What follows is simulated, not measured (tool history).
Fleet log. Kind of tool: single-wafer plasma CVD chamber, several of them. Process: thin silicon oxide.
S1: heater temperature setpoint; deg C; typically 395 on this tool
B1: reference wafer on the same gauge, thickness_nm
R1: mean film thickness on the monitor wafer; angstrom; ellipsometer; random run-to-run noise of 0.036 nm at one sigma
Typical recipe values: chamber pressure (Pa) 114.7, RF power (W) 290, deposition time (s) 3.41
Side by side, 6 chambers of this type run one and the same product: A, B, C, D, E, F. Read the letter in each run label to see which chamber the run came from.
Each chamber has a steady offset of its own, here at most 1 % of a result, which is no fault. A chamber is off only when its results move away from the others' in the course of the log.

run 1E hour=5.1 | S1=395 chamber_pressure_(Pa)=114.7 RF_power_(W)=290 deposition_time_(s)=3.41 | B1=7.6415 | R1=66.004
run 2B hour=9.4 | S1=395 chamber_pressure_(Pa)=114.7 RF_power_(W)=290 deposition_time_(s)=3.41 | B1=7.6515 | R1=65.287
run 3D hour=12.6 | S1=395 chamber_pressure_(Pa)=114.7 RF_power_(W)=290 deposition_time_(s)=3.41 | B1=7.6543 | R1=66.409
run 4F hour=17.7 | S1=395 chamber_pressure_(Pa)=114.7 RF_power_(W)=290 deposition_time_(s)=3.41 | B1=7.6517 | R1=66.096
run 5C hour=20.1 | S1=381 chamber_pressure_(Pa)=135.5 RF_power_(W)=290 deposition_time_(s)=3.41 | B1=7.6504 | R1=76.783
run 6A hour=23.8 | S1=381 chamber_pressure_(Pa)=135.5 RF_power_(W)=290 deposition_time_(s)=3.41 | B1=7.6453 | R1=75.187
run 7B hour=27.8 | S1=381 chamber_pressure_(Pa)=135.5 RF_power_(W)=290 deposition_time_(s)=3.41 | B1=7.6490 | R1=75.645
run 8C hour=30.7 | S1=381 chamber_pressure_(Pa)=135.5 RF_power_(W)=290 deposition_time_(s)=3.41 | B1=7.6532 | R1=76.826
run 9D hour=35.0 | S1=381 chamber_pressure_(Pa)=135.5 RF_power_(W)=290 deposition_time_(s)=3.41 | B1=7.6525 | R1=76.701
run 10E hour=38.9 | S1=381 chamber_pressure_(Pa)=135.5 RF_power_(W)=290 deposition_time_(s)=3.41 | B1=7.6498 | R1=76.738
run 11F hour=43.8 | S1=395 chamber_pressure_(Pa)=114.7 RF_power_(W)=290 deposition_time_(s)=3.41 | B1=7.6472 | R1=66.611
run 12A hour=48.8 | S1=395 chamber_pressure_(Pa)=114.7 RF_power_(W)=290 deposition_time_(s)=3.41 | B1=7.6478 | R1=65.353
run 13B hour=53.4 | S1=395 chamber_pressure_(Pa)=114.7 RF_power_(W)=290 deposition_time_(s)=3.41 | B1=7.6474 | R1=65.447
run 14D hour=55.8 | S1=395 chamber_pressure_(Pa)=114.7 RF_power_(W)=290 deposition_time_(s)=3.41 | B1=7.6463 | R1=66.570
run 15F hour=60.0 | S1=395 chamber_pressure_(Pa)=125.9 RF_power_(W)=340 deposition_time_(s)=3.41 | B1=7.6539 | R1=76.358
run 16A hour=63.8 | S1=395 chamber_pressure_(Pa)=125.9 RF_power_(W)=340 deposition_time_(s)=3.41 | B1=7.6464 | R1=75.399
run 17C hour=66.5 | S1=395 chamber_pressure_(Pa)=125.9 RF_power_(W)=340 deposition_time_(s)=3.41 | B1=7.6569 | R1=76.359
run 18E hour=71.6 | S1=395 chamber_pressure_(Pa)=125.9 RF_power_(W)=340 deposition_time_(s)=3.41 | B1=7.6463 | R1=76.612
run 19F hour=76.8 | S1=395 chamber_pressure_(Pa)=125.9 RF_power_(W)=340 deposition_time_(s)=3.41 | B1=7.6455 | R1=76.051
run 20C hour=80.0 | S1=395 chamber_pressure_(Pa)=125.9 RF_power_(W)=340 deposition_time_(s)=3.41 | B1=7.6498 | R1=76.229
run 21A hour=83.0 | S1=395 chamber_pressure_(Pa)=114.7 RF_power_(W)=290 deposition_time_(s)=3.41 | B1=7.6493 | R1=65.665
run 22D hour=88.1 | S1=395 chamber_pressure_(Pa)=114.7 RF_power_(W)=290 deposition_time_(s)=3.41 | B1=7.6446 | R1=67.171
-- hour=92.4 chamber E: capacitance manometer re-zeroed and calibrated
run 23E hour=92.7 | S1=395 chamber_pressure_(Pa)=114.7 RF_power_(W)=290 deposition_time_(s)=3.41 | B1=7.6461 | R1=61.411
run 24B hour=97.7 | S1=395 chamber_pressure_(Pa)=114.7 RF_power_(W)=290 deposition_time_(s)=3.41 | B1=7.6643 | R1=65.008
run 25E hour=102.1 | S1=395 chamber_pressure_(Pa)=114.7 RF_power_(W)=290 deposition_time_(s)=3.41 | B1=7.6396 | R1=61.562
run 26D hour=107.3 | S1=395 chamber_pressure_(Pa)=114.7 RF_power_(W)=290 deposition_time_(s)=3.41 | B1=7.6439 | R1=66.828
-- hour=108.8 chamber C: RF generator calibrated
run 27C hour=110.4 | S1=395 chamber_pressure_(Pa)=114.7 RF_power_(W)=290 deposition_time_(s)=3.41 | B1=7.6486 | R1=66.489
run 28F hour=112.8 | S1=395 chamber_pressure_(Pa)=114.7 RF_power_(W)=290 deposition_time_(s)=3.41 | B1=7.6369 | R1=66.093
run 29B hour=116.7 | S1=395 chamber_pressure_(Pa)=114.7 RF_power_(W)=290 deposition_time_(s)=3.41 | B1=7.6416 | R1=65.241
run 30A hour=119.8 | S1=395 chamber_pressure_(Pa)=114.7 RF_power_(W)=290 deposition_time_(s)=3.41 | B1=7.6552 | R1=66.148
run 31B hour=122.2 | S1=395 chamber_pressure_(Pa)=114.7 RF_power_(W)=290 deposition_time_(s)=3.41 | B1=7.6465 | R1=65.721
run 32D hour=125.8 | S1=402 chamber_pressure_(Pa)=114.7 RF_power_(W)=335 deposition_time_(s)=3.41 | B1=7.6407 | R1=69.248
run 33A hour=130.9 | S1=402 chamber_pressure_(Pa)=114.7 RF_power_(W)=335 deposition_time_(s)=3.41 | B1=7.6437 | R1=69.500
run 34F hour=135.2 | S1=402 chamber_pressure_(Pa)=114.7 RF_power_(W)=335 deposition_time_(s)=3.41 | B1=7.6485 | R1=70.068
run 35E hour=138.6 | S1=402 chamber_pressure_(Pa)=114.7 RF_power_(W)=335 deposition_time_(s)=3.41 | B1=7.6434 | R1=64.838
run 36C hour=142.6 | S1=402 chamber_pressure_(Pa)=114.7 RF_power_(W)=335 deposition_time_(s)=3.41 | B1=7.6515 | R1=70.214
run 37B hour=146.4 | S1=402 chamber_pressure_(Pa)=114.7 RF_power_(W)=335 deposition_time_(s)=3.41 | B1=7.6543 | R1=68.727
run 38E hour=148.9 | S1=395 chamber_pressure_(Pa)=114.7 RF_power_(W)=290 deposition_time_(s)=3.41 | B1=7.6495 | R1=62.126
run 39F hour=153.7 | S1=395 chamber_pressure_(Pa)=114.7 RF_power_(W)=270 deposition_time_(s)=3.41 | B1=7.6522 | R1=64.193

One chamber off, gauge drift, or nothing amiss beyond the chambers' own small offsets? If it is a chamber, which one, and what is the likeliest cause?

A service on chamber E put it out of line with the rest.
What lies behind it: true pressure below the setpoint (%) = 7.75.

Below are 4 candidate recipes for chamber E's next run, each the usual settings with a change, their results shown as question marks. Which of them brings E's results back in line with what the other chambers give on the usual settings?
Maximum distance from the other chambers' mean on the usual settings for a result to count as in line: R1 1.200 angstrom
run 40E-1 hour=157.5 | S1=395 chamber_pressure_(Pa)=114.7 RF_power_(W)=290 deposition_time_(s)=3.18 | R1=?
run 40E-2 hour=157.5 | S1=395 chamber_pressure_(Pa)=106.1 RF_power_(W)=285 deposition_time_(s)=3.24 | R1=?
run 40E-3 hour=157.5 | S1=395 chamber_pressure_(Pa)=114.7 RF_power_(W)=295 deposition_time_(s)=3.61 | R1=?
run 40E-4 hour=157.5 | S1=395 chamber_pressure_(Pa)=130.1 RF_power_(W)=300 deposition_time_(s)=3.41 | R1=?

Average result of the remaining chambers running the usual settings: R1 66.009 angstrom
run=40E-1 R1=57.470
run=40E-2 R1=53.928
run=40E-3 R1=65.694
run=40E-4 R1=69.822
It is 40E-3 that realigns the chamber with its peers.
